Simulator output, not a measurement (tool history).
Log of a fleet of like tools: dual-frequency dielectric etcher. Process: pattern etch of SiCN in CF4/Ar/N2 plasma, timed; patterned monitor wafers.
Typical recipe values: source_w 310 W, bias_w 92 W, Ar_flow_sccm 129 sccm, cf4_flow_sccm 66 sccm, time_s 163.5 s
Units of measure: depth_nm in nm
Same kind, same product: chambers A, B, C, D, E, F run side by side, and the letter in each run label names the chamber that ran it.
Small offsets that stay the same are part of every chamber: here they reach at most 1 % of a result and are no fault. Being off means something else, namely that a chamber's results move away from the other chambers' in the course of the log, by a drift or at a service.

run	hour	source_w	bias_w	Ar_flow_sccm	cf4_flow_sccm	time_s	hours since the last wet clean	hours since the last source power generator calibration	hours since the last bias power generator calibration	hours since the last Ar flow controller change	hours since the last CF4 flow controller change	read-back reference wafer on the same gauge, depth_nm	depth_nm
1E	14.5	310	92	129	66	163.5	258.9	1312.4	1747.2	62.4	3655.2	100.99	105.72
2C	27.9	310	92	129	66	163.5	174	388.5	1497.4	652.5	403.8	100.95	106.3
3B	35.1	310	92	129	66	163.5	186.9	1024.6	2675.8	1909.2	707.5	100.96	107
4D	50.3	310	92	129	66	163.5	89.7	3259.9	632.5	2148.8	771	100.96	107.01
5A	63.1	310	92	129	66	163.5	92.6	3203.8	745.7	2807.9	1965	100.91	105.67
6F	76.6	310	92	129	66	163.5	377	308.4	518	374.1	2020.7	100.94	106.06
7B	87.5	310	92	129	66	163.5	239.3	1077	2728.2	1961.6	759.9	100.91	106.64
8E	101.6	310	92	129	66	163.5	346	1399.5	1834.3	149.5	3742.3	100.87	105.67
9A	116.1	310	92	129	66	163.5	145.6	3256.8	798.7	2860.9	2018	100.84	105.93
10F	124.6	310	92	129	66	163.5	425	356.4	566	422.1	2068.7	100.88	106.01
# hour 129.2: chamber D: source power generator calibrated
11D	137	310	92	129	66	163.5	176.4	7.8	719.2	2235.5	857.7	100.85	106.57
12C	145.7	310	70	129	61	163.5	291.8	506.3	1615.2	770.3	521.6	100.83	94.461
13F	155.9	310	70	129	61	163.5	456.3	387.7	597.3	453.4	2100	100.82	94.343
# hour 160.5: chamber E: wet clean of the chamber
14E	167.5	310	70	129	61	163.5	7	1465.4	1900.2	215.4	3808.2	100.81	94.22
15A	177.1	310	70	129	61	163.5	206.6	3317.8	859.7	2921.9	2079	100.78	94.164
16C	185.3	310	70	129	61	163.5	331.4	545.9	1654.8	809.9	561.2	100.78	94.154
17D	198.9	310	70	129	61	163.5	238.3	69.7	781.1	2297.4	919.6	100.75	94.683
18B	206.4	310	92	129	66	163.5	358.2	1195.9	2847.1	2080.5	878.8	100.72	106.73
19D	217.6	350	92	129	66	205.5	257	88.4	799.8	2316.1	938.3	100.76	148.68
20C	225	350	92	129	66	205.5	371.1	585.6	1694.5	849.6	600.9	100.73	147.96
21E	232.1	350	92	129	66	205.5	71.6	1530	1964.8	280	3872.8	100.7	147.3
22A	241.8	350	92	129	66	205.5	271.3	3382.5	924.4	2986.6	2143.7	100.69	146.76
23B	249.6	350	92	129	66	205.5	401.4	1239.1	2890.3	2123.7	922	100.71	148.64
24F	259	350	92	129	66	205.5	559.4	490.8	700.4	556.5	2203.1	100.67	147.18
25F	267.9	310	92	129	66	163.5	568.3	499.7	709.3	565.4	2212	100.64	105.76
# hour 280.1: chamber F: wet clean of the chamber
26A	283	310	92	129	66	163.5	312.5	3423.7	965.6	3027.8	2184.9	100.65	105.17
27B	297.5	310	92	129	66	163.5	449.3	1287	2938.2	2171.6	969.9	100.63	106.38
28E	307.4	310	92	129	66	163.5	146.9	1605.3	2040.1	355.3	3948.1	100.55	105.28
# hour 307.6: chamber B: bias power generator calibrated
29C	315.9	310	72	109	66	163.5	462	676.5	1785.4	940.5	691.8	100.56	98.634
30D	326.4	310	72	109	66	163.5	365.8	197.2	908.6	2424.9	1047.1	100.53	99.706
31D	337.7	310	72	109	66	163.5	377.1	208.5	919.9	2436.2	1058.4	100.55	99.321
32B	348.4	310	72	109	66	163.5	500.2	1337.9	40.8	2222.5	1020.8	100.51	99.239
# hour 352.9: chamber A: wet clean of the chamber
33F	361.9	310	72	109	66	163.5	81.8	593.7	803.3	659.4	2306	100.54	98.672
# hour 371.1: chamber B: wet clean of the chamber
34C	372.4	310	72	109	66	163.5	518.5	733	1841.9	997	748.3	100.51	98.614
35A	380.3	310	92	129	66	163.5	27.5	3521	1062.9	3125.1	2282.2	100.53	105.55
36E	392.6	310	92	129	66	163.5	232.1	1690.5	2125.3	440.5	4033.3	100.49	105.02
37E	406.3	310	92	129	66	163.5	245.8	1704.2	2139	454.2	4047	100.45	105.1
38B	419.5	310	92	129	66	163.5	48.4	1409	111.9	2293.6	1091.9	100.42	106.55
39D	431.7	310	92	129	66	163.5	471.1	302.5	1013.9	2530.2	1152.4	100.42	106.26
# hour 445.5: chamber C: wet clean of the chamber
40F	446.7	310	92	129	66	163.5	166.6	678.5	888.1	744.2	2390.8	100.4	105.45
41A	453.7	310	92	129	66	163.5	100.9	3594.4	1136.3	3198.5	2355.6	100.42	104.93
42C	466.4	310	92	116	52	163.5	21	827	1935.9	1091	842.3	100.39	103.9

One chamber off, gauge drift, or nothing amiss beyond the chambers' own small offsets? If it is a chamber, which one, and what is the likeliest cause?

It is the gauge, not a chamber: its drift shows up in every chamber's results at once, and no chamber is off.
Cause: gauge reads low (%) = 0.619.
